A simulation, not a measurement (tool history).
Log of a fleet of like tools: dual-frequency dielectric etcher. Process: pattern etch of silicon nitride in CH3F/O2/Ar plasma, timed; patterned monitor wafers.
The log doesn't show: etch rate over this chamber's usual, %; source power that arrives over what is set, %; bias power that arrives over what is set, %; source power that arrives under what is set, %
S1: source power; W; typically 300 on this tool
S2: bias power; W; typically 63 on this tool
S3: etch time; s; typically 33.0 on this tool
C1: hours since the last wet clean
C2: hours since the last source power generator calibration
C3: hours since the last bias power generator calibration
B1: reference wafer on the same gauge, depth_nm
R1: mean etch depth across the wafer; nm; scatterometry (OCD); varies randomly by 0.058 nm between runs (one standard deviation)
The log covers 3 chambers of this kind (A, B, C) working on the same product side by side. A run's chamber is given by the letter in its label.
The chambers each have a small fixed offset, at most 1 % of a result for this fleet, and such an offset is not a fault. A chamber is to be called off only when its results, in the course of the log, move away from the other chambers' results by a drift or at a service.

| run | hour | S1 | S2 | S3 | C1 | C2 | C3 | B1 | R1 |
|---|---|---|---|---|---|---|---|---|---|
| 1A | 6.3 | 300 | 63 | 33.0 | 546.3 | 3024.0 | 2337.1 | 20.397 | 19.769 |
|  | 9.9 | chamber C: wet clean of the chamber |
| 2C | 12.6 | 300 | 63 | 33.0 | 2.8 | 164.7 | 617.7 | 20.403 | 19.842 |
|  | 15.8 | chamber A: wet clean of the chamber |
| 3B | 20.5 | 300 | 63 | 33.0 | 40.2 | 1270.5 | 1233.1 | 20.397 | 19.748 |
| 4A | 25.1 | 300 | 63 | 33.0 | 9.3 | 3042.8 | 2355.9 | 20.395 | 19.636 |
| 5C | 29.9 | 300 | 63 | 33.0 | 20.1 | 182.0 | 635.0 | 20.397 | 19.855 |
| 6B | 36.8 | 300 | 71 | 39.0 | 56.5 | 1286.8 | 1249.4 | 20.392 | 24.190 |
| 7B | 42.3 | 300 | 71 | 39.0 | 62.0 | 1292.3 | 1254.9 | 20.406 | 24.206 |
| 8C | 50.5 | 300 | 71 | 39.0 | 40.7 | 202.6 | 655.6 | 20.393 | 24.529 |
| 9A | 55.2 | 300 | 63 | 33.0 | 39.4 | 3072.9 | 2386.0 | 20.397 | 19.616 |
| 10B | 62.2 | 300 | 63 | 33.0 | 81.9 | 1312.2 | 1274.8 | 20.385 | 19.604 |
| 11A | 70.4 | 300 | 63 | 33.0 | 54.6 | 3088.1 | 2401.2 | 20.390 | 19.649 |
| 12C | 79.3 | 300 | 63 | 36.5 | 69.5 | 231.4 | 684.4 | 20.401 | 22.029 |
|  | 81.0 | chamber A: source power generator calibrated |
| 13A | 87.6 | 300 | 63 | 36.5 | 71.8 | 6.7 | 2418.4 | 20.403 | 21.748 |
| 14C | 92.7 | 300 | 63 | 36.5 | 82.9 | 244.8 | 697.8 | 20.416 | 22.009 |
| 15B | 99.4 | 300 | 63 | 33.0 | 119.1 | 1349.4 | 1312.0 | 20.396 | 19.548 |
| 16C | 105.0 | 300 | 63 | 33.0 | 95.2 | 257.1 | 710.1 | 20.389 | 19.910 |
| 17B | 110.3 | 300 | 63 | 33.0 | 130.0 | 1360.3 | 1322.9 | 20.406 | 19.754 |
| 18A | 117.7 | 300 | 63 | 33.0 | 101.9 | 36.8 | 2448.5 | 20.394 | 19.630 |
| 19C | 126.5 | 300 | 63 | 33.0 | 116.7 | 278.6 | 731.6 | 20.389 | 19.933 |
| 20B | 133.9 | 300 | 63 | 33.0 | 153.6 | 1383.9 | 1346.5 | 20.398 | 19.612 |
| 21A | 142.3 | 300 | 63 | 33.0 | 126.5 | 61.4 | 2473.1 | 20.385 | 19.720 |
| 22A | 150.2 | 300 | 63 | 33.0 | 134.4 | 69.3 | 2481.0 | 20.400 | 19.692 |
| 23C | 155.1 | 300 | 63 | 33.0 | 145.3 | 307.2 | 760.2 | 20.425 | 19.916 |
| 24B | 161.3 | 300 | 48 | 28.0 | 181.0 | 1411.3 | 1373.9 | 20.409 | 15.156 |
|  | 162.2 | chamber A: bias power generator calibrated |
| 25A | 165.8 | 300 | 48 | 28.0 | 150.0 | 84.9 | 3.6 | 20.410 | 15.269 |
| 26C | 174.9 | 300 | 48 | 28.0 | 165.1 | 327.0 | 780.0 | 20.404 | 15.516 |
| 27B | 180.3 | 300 | 63 | 33.0 | 200.0 | 1430.3 | 1392.9 | 20.389 | 19.597 |
| 28A | 187.1 | 300 | 63 | 33.0 | 171.3 | 106.2 | 24.9 | 20.396 | 19.725 |
| 29B | 191.9 | 300 | 63 | 33.0 | 211.6 | 1441.9 | 1404.5 | 20.391 | 19.603 |
| 30C | 198.8 | 300 | 63 | 33.0 | 189.0 | 350.9 | 803.9 | 20.389 | 20.000 |
| 31A | 207.0 | 300 | 63 | 33.0 | 191.2 | 126.1 | 44.8 | 20.393 | 19.699 |
| 32C | 212.5 | 300 | 63 | 33.0 | 202.7 | 364.6 | 817.6 | 20.399 | 19.965 |
| 33B | 217.3 | 300 | 63 | 33.0 | 237.0 | 1467.3 | 1429.9 | 20.414 | 19.718 |
| 34A | 225.0 | 300 | 63 | 33.0 | 209.2 | 144.1 | 62.8 | 20.403 | 19.649 |
| 35C | 229.6 | 300 | 63 | 33.0 | 219.8 | 381.7 | 834.7 | 20.410 | 19.967 |
| 36B | 233.8 | 300 | 63 | 33.0 | 253.5 | 1483.8 | 1446.4 | 20.407 | 19.603 |
| 37B | 240.7 | 300 | 63 | 33.0 | 260.4 | 1490.7 | 1453.3 | 20.399 | 19.642 |
| 38C | 247.0 | 300 | 63 | 33.0 | 237.2 | 399.1 | 852.1 | 20.399 | 19.944 |

What goes on in this fleet: one chamber off, a drifting gauge, or nothing beyond the chambers' own small offsets? Name the chamber and the cause, if any.

All chambers stay in line apart from their small fixed offsets, and the gauge does not drift.

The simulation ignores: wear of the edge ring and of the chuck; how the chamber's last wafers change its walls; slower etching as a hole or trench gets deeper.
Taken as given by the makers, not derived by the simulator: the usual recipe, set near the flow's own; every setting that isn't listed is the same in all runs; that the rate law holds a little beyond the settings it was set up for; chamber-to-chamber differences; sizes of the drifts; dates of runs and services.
